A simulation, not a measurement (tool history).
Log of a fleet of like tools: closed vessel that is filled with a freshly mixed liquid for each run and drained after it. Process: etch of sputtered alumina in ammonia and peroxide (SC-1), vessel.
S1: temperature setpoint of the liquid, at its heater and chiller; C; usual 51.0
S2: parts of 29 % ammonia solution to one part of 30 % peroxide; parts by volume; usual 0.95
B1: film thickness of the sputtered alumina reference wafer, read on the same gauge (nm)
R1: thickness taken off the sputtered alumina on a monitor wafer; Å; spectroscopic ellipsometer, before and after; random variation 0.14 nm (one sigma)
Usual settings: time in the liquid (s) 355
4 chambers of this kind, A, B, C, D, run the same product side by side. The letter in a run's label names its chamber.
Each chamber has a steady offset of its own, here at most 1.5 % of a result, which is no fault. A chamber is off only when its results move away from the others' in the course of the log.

run 1D day=0.496 | S1=51.0 S2=0.95 time_in_the_liquid_(s)=355 | B1=129.99 | R1=169.70
run 2C day=0.838 | S1=51.0 S2=0.95 time_in_the_liquid_(s)=355 | B1=130.00 | R1=170.24
-- day=0.867 chamber C: thermometer replaced
run 3A day=1.146 | S1=51.0 S2=0.95 time_in_the_liquid_(s)=355 | B1=129.99 | R1=168.82
run 4B day=1.650 | S1=51.0 S2=0.95 time_in_the_liquid_(s)=355 | B1=129.99 | R1=168.50
run 5C day=2.104 | S1=51.0 S2=0.95 time_in_the_liquid_(s)=525 | B1=130.02 | R1=249.14
run 6B day=2.562 | S1=51.0 S2=0.95 time_in_the_liquid_(s)=525 | B1=129.99 | R1=248.95
run 7D day=2.825 | S1=51.0 S2=0.95 time_in_the_liquid_(s)=525 | B1=129.98 | R1=254.86
run 8A day=3.083 | S1=51.0 S2=0.95 time_in_the_liquid_(s)=525 | B1=129.99 | R1=248.12
run 9D day=3.571 | S1=51.0 S2=0.95 time_in_the_liquid_(s)=355 | B1=129.99 | R1=170.37
run 10A day=4.158 | S1=51.0 S2=1.20 time_in_the_liquid_(s)=275 | B1=130.00 | R1=134.21
run 11B day=4.638 | S1=51.0 S2=1.20 time_in_the_liquid_(s)=275 | B1=130.00 | R1=134.45
run 12C day=5.104 | S1=51.0 S2=1.20 time_in_the_liquid_(s)=275 | B1=130.02 | R1=133.92
run 13C day=5.371 | S1=51.0 S2=1.20 time_in_the_liquid_(s)=275 | B1=129.99 | R1=134.81
run 14B day=5.708 | S1=51.0 S2=0.95 time_in_the_liquid_(s)=355 | B1=130.00 | R1=166.92
run 15D day=6.300 | S1=51.0 S2=0.95 time_in_the_liquid_(s)=355 | B1=130.01 | R1=168.80
run 16A day=6.754 | S1=51.0 S2=0.95 time_in_the_liquid_(s)=355 | B1=129.99 | R1=168.17
run 17A day=7.338 | S1=51.0 S2=0.95 time_in_the_liquid_(s)=355 | B1=130.02 | R1=171.01
run 18D day=7.804 | S1=51.0 S2=0.95 time_in_the_liquid_(s)=355 | B1=130.00 | R1=168.14
run 19B day=8.196 | S1=51.0 S2=0.95 time_in_the_liquid_(s)=355 | B1=130.03 | R1=166.00
run 20C day=8.700 | S1=51.0 S2=0.95 time_in_the_liquid_(s)=355 | B1=129.99 | R1=167.92
run 21C day=9.108 | S1=51.0 S2=0.95 time_in_the_liquid_(s)=355 | B1=130.03 | R1=169.90
-- day=9.621 chamber B: ammonia flow meter replaced
run 22D day=9.646 | S1=51.0 S2=0.95 time_in_the_liquid_(s)=355 | B1=129.98 | R1=171.34
run 23A day=9.967 | S1=51.0 S2=0.95 time_in_the_liquid_(s)=355 | B1=130.00 | R1=166.48
run 24B day=10.567 | S1=51.0 S2=1.20 time_in_the_liquid_(s)=355 | B1=129.98 | R1=165.62
run 25C day=10.888 | S1=51.0 S2=1.20 time_in_the_liquid_(s)=355 | B1=129.99 | R1=172.94
run 26A day=11.338 | S1=51.0 S2=1.20 time_in_the_liquid_(s)=355 | B1=130.01 | R1=171.83
run 27D day=11.904 | S1=51.0 S2=1.20 time_in_the_liquid_(s)=355 | B1=129.97 | R1=171.83
-- day=12.183 chamber B: new drum of ammonia solution connected
run 28B day=12.342 | S1=51.0 S2=0.95 time_in_the_liquid_(s)=355 | B1=130.00 | R1=162.06
run 29D day=12.704 | S1=51.0 S2=0.95 time_in_the_liquid_(s)=355 | B1=130.03 | R1=169.70
run 30C day=13.238 | S1=51.0 S2=0.95 time_in_the_liquid_(s)=355 | B1=129.99 | R1=167.81
-- day=13.588 chamber A: new drum of ammonia solution connected
run 31B day=13.588 | S1=54.5 S2=0.95 time_in_the_liquid_(s)=460 | B1=129.98 | R1=248.97
run 32A day=14.162 | S1=54.5 S2=0.95 time_in_the_liquid_(s)=460 | B1=129.98 | R1=262.18
run 33B day=14.717 | S1=54.5 S2=0.95 time_in_the_liquid_(s)=460 | B1=130.01 | R1=246.38
run 34C day=15.212 | S1=54.5 S2=0.95 time_in_the_liquid_(s)=460 | B1=129.99 | R1=264.11
run 35D day=15.538 | S1=51.0 S2=0.95 time_in_the_liquid_(s)=355 | B1=130.04 | R1=167.00
run 36A day=15.888 | S1=51.0 S2=0.95 time_in_the_liquid_(s)=355 | B1=130.00 | R1=168.44
run 37B day=16.204 | S1=51.0 S2=0.95 time_in_the_liquid_(s)=355 | B1=129.99 | R1=154.79
-- day=16.442 chamber A: thermometer replaced
run 38A day=16.508 | S1=51.0 S2=0.95 time_in_the_liquid_(s)=355 | B1=130.02 | R1=166.71
run 39D day=16.833 | S1=51.0 S2=0.95 time_in_the_liquid_(s)=355 | B1=130.02 | R1=170.01
run 40C day=17.271 | S1=57.5 S2=0.95 time_in_the_liquid_(s)=355 | B1=130.00 | R1=236.51
run 41A day=17.617 | S1=57.5 S2=0.95 time_in_the_liquid_(s)=355 | B1=129.98 | R1=242.24
run 42D day=17.933 | S1=57.5 S2=0.95 time_in_the_liquid_(s)=355 | B1=129.99 | R1=238.73
run 43B day=18.450 | S1=57.5 S2=0.95 time_in_the_liquid_(s)=355 | B1=129.98 | R1=219.31

Next, every chamber runs the same settings. What will each give?
run 44A day=18.879 | S1=51.0 S2=0.95 time_in_the_liquid_(s)=355 | R1=?
run 44B day=18.879 | S1=51.0 S2=0.95 time_in_the_liquid_(s)=355 | R1=?
run 44C day=18.879 | S1=51.0 S2=0.95 time_in_the_liquid_(s)=355 | R1=?
run 44D day=18.879 | S1=51.0 S2=0.95 time_in_the_liquid_(s)=355 | R1=?

run=44A R1=167.05
run=44B R1=150.18
run=44C R1=168.35
run=44D R1=169.11
